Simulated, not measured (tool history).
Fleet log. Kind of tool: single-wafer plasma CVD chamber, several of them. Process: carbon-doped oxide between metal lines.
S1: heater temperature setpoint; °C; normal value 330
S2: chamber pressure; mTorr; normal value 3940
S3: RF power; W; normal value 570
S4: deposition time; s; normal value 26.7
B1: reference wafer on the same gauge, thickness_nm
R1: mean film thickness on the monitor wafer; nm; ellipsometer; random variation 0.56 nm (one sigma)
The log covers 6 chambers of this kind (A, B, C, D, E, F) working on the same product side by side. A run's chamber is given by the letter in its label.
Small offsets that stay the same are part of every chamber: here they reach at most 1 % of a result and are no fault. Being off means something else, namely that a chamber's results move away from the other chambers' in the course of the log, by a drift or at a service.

run   hour   S1    S2   S3    S4      B1      R1
 1E    4.8  330  3940  570  26.7  156.14  153.95
 2C   13.2  330  3940  570  26.7  156.06  152.43
 3D   20.9  330  3940  570  26.7  155.88     154
 4B   28.8  330  3940  570  26.7  155.98  154.22
 5F   37.7  330  3940  570  26.7     156  152.81
 6A   43.6  330  3940  635  26.7  156.06  164.94
 7D   51.2  330  3940  635  26.7  156.14  164.11
 8B     58  330  3940  635  26.7  156.01  165.25
 9C   66.9  330  3940  635  26.7  155.98  162.52
10F   72.2  330  3940  635  26.7  155.95  162.96
11E   81.4  330  3940  635  26.7  156.04   163.2
12A   87.1  330  3940  570  26.7  156.03  154.62
13E   93.5  340  3940  570  22.9  155.98   126.4
14D  100.3  340  3940  570  22.9  155.91  127.61
15A  110.4  340  3940  570  22.9  156.13  127.23
     115.7  -- chamber D: thermocouple changed; heater temperature recalibrated
16B  117.5  340  3940  570  22.9  155.89  129.13
17C    127  340  3940  570  22.9  155.97  127.52
18F  133.5  340  3940  570  22.9  156.13  126.52
19C  138.2  330  3940  570  26.7  156.01  153.91
20D  144.3  330  3940  570  26.7  156.01  152.88
21B    154  330  3940  570  26.7   155.9  154.23
22E  160.9  330  3940  570  26.7  156.17  150.07
23F  165.5  330  3940  570  26.7  156.01   152.6
24A  171.6  330  3940  570  26.7  155.92  154.57
25A  180.3  330  3940  570  26.7     156   153.2
26F  188.2  330  3940  570  26.7  156.06     153
27D  197.5  330  3940  570  26.7  155.96  153.17
28E  204.6  330  3940  570  26.7  155.94  148.32
29B  209.1  330  4260  460  26.7     156  136.33
30C  217.8  330  4260  460  26.7  156.11  135.56
31B  223.8  330  4260  460  26.7  156.12  136.22
32D  229.7  330  4260  460  26.7  155.85  135.48
33A  237.3  330  4260  460  26.7  155.94  135.05
34C  246.3  330  4260  460  26.7  155.98  135.63
35E  250.9  330  3940  570  26.7  155.99  147.08
     251.1  -- chamber C: thermocouple changed; heater temperature recalibrated
36F  256.9  323  3940  680  26.7  155.84  174.36
37D  263.7  323  3940  680  26.7  156.05  175.27
38C  270.8  323  3940  680  26.7  156.13  175.29
39B  279.7  323  3940  680  26.7   156.1  176.84
40A  284.5  323  3940  680  26.7  156.06  175.63

Read the log: is a single chamber off, either drifting away or since a service, is the gauge that measures every chamber drifting, or is nothing wrong beyond small per-chamber offsets? Name any odd chamber and what most likely caused it.

Chamber E drifts away from the others.
Likeliest cause: delivered RF power below the setpoint (%) = 6.7.

Here are 4 candidates for chamber E's next run, each the usual settings with a change, their results left as question marks. Which one brings its results back in line with what the others give on the usual settings?
Counts as in line when no further than this from what the other chambers average on the usual settings: R1 2 nm
41E-1  291.8  330  3940  530  26.7       ?
41E-2  291.8  329  3980  590  28.1       ?
41E-3  291.8  331  3900  555  25.4       ?
41E-4  291.8  329  3940  580  27.5       ?

The mean the other chambers reach with the usual settings: R1 153.47 nm
  run      R1
41E-1   139.9
41E-2   158.3
41E-3  136.53
41E-4  153.09
With 41E-4, the chamber falls back in line with the rest.

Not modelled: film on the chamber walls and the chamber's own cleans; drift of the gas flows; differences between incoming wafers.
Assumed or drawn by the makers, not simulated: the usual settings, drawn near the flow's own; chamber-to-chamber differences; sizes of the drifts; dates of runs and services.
